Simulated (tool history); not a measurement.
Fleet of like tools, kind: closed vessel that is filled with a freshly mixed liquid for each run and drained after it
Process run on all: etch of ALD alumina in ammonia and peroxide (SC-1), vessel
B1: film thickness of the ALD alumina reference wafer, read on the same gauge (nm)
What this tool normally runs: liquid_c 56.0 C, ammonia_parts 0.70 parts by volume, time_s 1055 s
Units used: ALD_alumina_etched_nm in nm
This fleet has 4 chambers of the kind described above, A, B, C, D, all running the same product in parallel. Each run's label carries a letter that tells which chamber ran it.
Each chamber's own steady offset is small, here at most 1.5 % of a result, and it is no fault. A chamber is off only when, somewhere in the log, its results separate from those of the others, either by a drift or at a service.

run 1B day=0.121 | liquid_c=56.0 ammonia_parts=0.70 time_s=1055 | B1=70.014 | ALD_alumina_etched_nm=51.918
run 2A day=0.254 | liquid_c=56.0 ammonia_parts=0.70 time_s=1055 | B1=70.032 | ALD_alumina_etched_nm=50.974
run 3D day=0.500 | liquid_c=56.0 ammonia_parts=0.70 time_s=1055 | B1=69.977 | ALD_alumina_etched_nm=51.496
run 4C day=0.633 | liquid_c=56.0 ammonia_parts=0.70 time_s=1055 | B1=69.997 | ALD_alumina_etched_nm=51.308
run 5A day=0.817 | liquid_c=56.0 ammonia_parts=0.70 time_s=1055 | B1=70.020 | ALD_alumina_etched_nm=50.769
run 6C day=0.975 | liquid_c=56.0 ammonia_parts=0.70 time_s=1055 | B1=69.999 | ALD_alumina_etched_nm=51.434
run 7B day=1.146 | liquid_c=56.0 ammonia_parts=0.70 time_s=1055 | B1=69.969 | ALD_alumina_etched_nm=51.669
run 8D day=1.271 | liquid_c=59.0 ammonia_parts=0.70 time_s=1535 | B1=70.023 | ALD_alumina_etched_nm=87.910
run 9B day=1.475 | liquid_c=59.0 ammonia_parts=0.70 time_s=1535 | B1=70.002 | ALD_alumina_etched_nm=88.818
run 10A day=1.679 | liquid_c=59.0 ammonia_parts=0.70 time_s=1535 | B1=69.996 | ALD_alumina_etched_nm=86.237
run 11D day=1.825 | liquid_c=59.0 ammonia_parts=0.70 time_s=1535 | B1=70.019 | ALD_alumina_etched_nm=87.987
run 12C day=2.004 | liquid_c=56.0 ammonia_parts=0.70 time_s=1055 | B1=70.007 | ALD_alumina_etched_nm=51.365
run 13D day=2.121 | liquid_c=46.5 ammonia_parts=1.05 time_s=1055 | B1=69.979 | ALD_alumina_etched_nm=31.632
run 14C day=2.271 | liquid_c=46.5 ammonia_parts=1.05 time_s=1055 | B1=70.005 | ALD_alumina_etched_nm=32.094
run 15B day=2.392 | liquid_c=46.5 ammonia_parts=1.05 time_s=1055 | B1=69.994 | ALD_alumina_etched_nm=32.120
run 16A day=2.646 | liquid_c=46.5 ammonia_parts=1.05 time_s=1055 | B1=70.013 | ALD_alumina_etched_nm=31.539
run 17A day=2.767 | liquid_c=56.0 ammonia_parts=0.70 time_s=1055 | B1=69.976 | ALD_alumina_etched_nm=50.922
run 18B day=2.896 | liquid_c=56.0 ammonia_parts=0.70 time_s=1055 | B1=69.976 | ALD_alumina_etched_nm=51.972
run 19D day=3.083 | liquid_c=56.0 ammonia_parts=0.70 time_s=1055 | B1=70.055 | ALD_alumina_etched_nm=50.433
run 20C day=3.229 | liquid_c=56.0 ammonia_parts=0.70 time_s=1055 | B1=70.017 | ALD_alumina_etched_nm=51.183
run 21A day=3.425 | liquid_c=56.0 ammonia_parts=0.70 time_s=1055 | B1=70.033 | ALD_alumina_etched_nm=50.808
run 22D day=3.671 | liquid_c=56.0 ammonia_parts=0.70 time_s=1055 | B1=70.034 | ALD_alumina_etched_nm=50.478
run 23B day=3.879 | liquid_c=49.5 ammonia_parts=0.70 time_s=1055 | B1=70.025 | ALD_alumina_etched_nm=36.350
run 24C day=4.054 | liquid_c=49.5 ammonia_parts=0.70 time_s=1055 | B1=69.941 | ALD_alumina_etched_nm=36.310
run 25B day=4.308 | liquid_c=49.5 ammonia_parts=0.70 time_s=1055 | B1=69.989 | ALD_alumina_etched_nm=36.625
run 26D day=4.562 | liquid_c=49.5 ammonia_parts=0.70 time_s=1055 | B1=69.999 | ALD_alumina_etched_nm=34.969
run 27A day=4.692 | liquid_c=56.0 ammonia_parts=0.70 time_s=1055 | B1=69.969 | ALD_alumina_etched_nm=50.821
run 28C day=4.808 | liquid_c=56.0 ammonia_parts=0.70 time_s=1055 | B1=69.994 | ALD_alumina_etched_nm=51.760
run 29A day=4.942 | liquid_c=56.0 ammonia_parts=0.70 time_s=1055 | B1=69.996 | ALD_alumina_etched_nm=50.989
-- day=5.062 chamber A: thermometer replaced
run 30B day=5.083 | liquid_c=56.0 ammonia_parts=0.70 time_s=445 | B1=70.012 | ALD_alumina_etched_nm=21.912
run 31C day=5.254 | liquid_c=56.0 ammonia_parts=0.70 time_s=445 | B1=69.955 | ALD_alumina_etched_nm=21.672
run 32D day=5.454 | liquid_c=56.0 ammonia_parts=0.70 time_s=445 | B1=70.007 | ALD_alumina_etched_nm=20.955
run 33A day=5.683 | liquid_c=56.0 ammonia_parts=0.70 time_s=445 | B1=70.017 | ALD_alumina_etched_nm=21.343
run 34C day=5.821 | liquid_c=56.0 ammonia_parts=0.70 time_s=1055 | B1=70.037 | ALD_alumina_etched_nm=51.146
run 35B day=5.979 | liquid_c=56.0 ammonia_parts=0.70 time_s=1055 | B1=70.025 | ALD_alumina_etched_nm=51.751
run 36D day=6.221 | liquid_c=63.5 ammonia_parts=0.70 time_s=1325 | B1=70.026 | ALD_alumina_etched_nm=91.412
run 37B day=6.429 | liquid_c=63.5 ammonia_parts=0.70 time_s=1325 | B1=69.961 | ALD_alumina_etched_nm=96.365
run 38C day=6.617 | liquid_c=63.5 ammonia_parts=0.70 time_s=1325 | B1=69.975 | ALD_alumina_etched_nm=95.018

Which is it: a chamber that has drifted or been left off by a service, a gauge drift common to all chambers, or only each chamber's usual small offset? If a chamber is off, name it and its likeliest cause.

It is chamber D that slowly wanders off from its peers.
Most likely cause: liquid colder than its thermometer reads (K) = 1.02.

Which of the 4 candidates below, each the usual settings with something changed and its results left as question marks, puts chamber D back in line with what the other chambers give on the usual settings?
Allowed miss from the other chambers' usual-settings mean, per result, to count as in line: ALD_alumina_etched_nm 0.680 nm
run 39D-1 day=6.800 | liquid_c=56.0 ammonia_parts=0.70 time_s=1070 | ALD_alumina_etched_nm=?
run 39D-2 day=6.800 | liquid_c=56.0 ammonia_parts=0.70 time_s=1110 | ALD_alumina_etched_nm=?
run 39D-3 day=6.800 | liquid_c=56.0 ammonia_parts=0.70 time_s=1000 | ALD_alumina_etched_nm=?
run 39D-4 day=6.800 | liquid_c=56.0 ammonia_parts=0.70 time_s=1035 | ALD_alumina_etched_nm=?

Mean of the other chambers on the usual settings: ALD_alumina_etched_nm 51.390 nm
run=39D-1 ALD_alumina_etched_nm=49.434
run=39D-2 ALD_alumina_etched_nm=51.282
run=39D-3 ALD_alumina_etched_nm=46.200
run=39D-4 ALD_alumina_etched_nm=47.817
Change 39D-2 lands the chamber within the allowed miss of the other chambers.
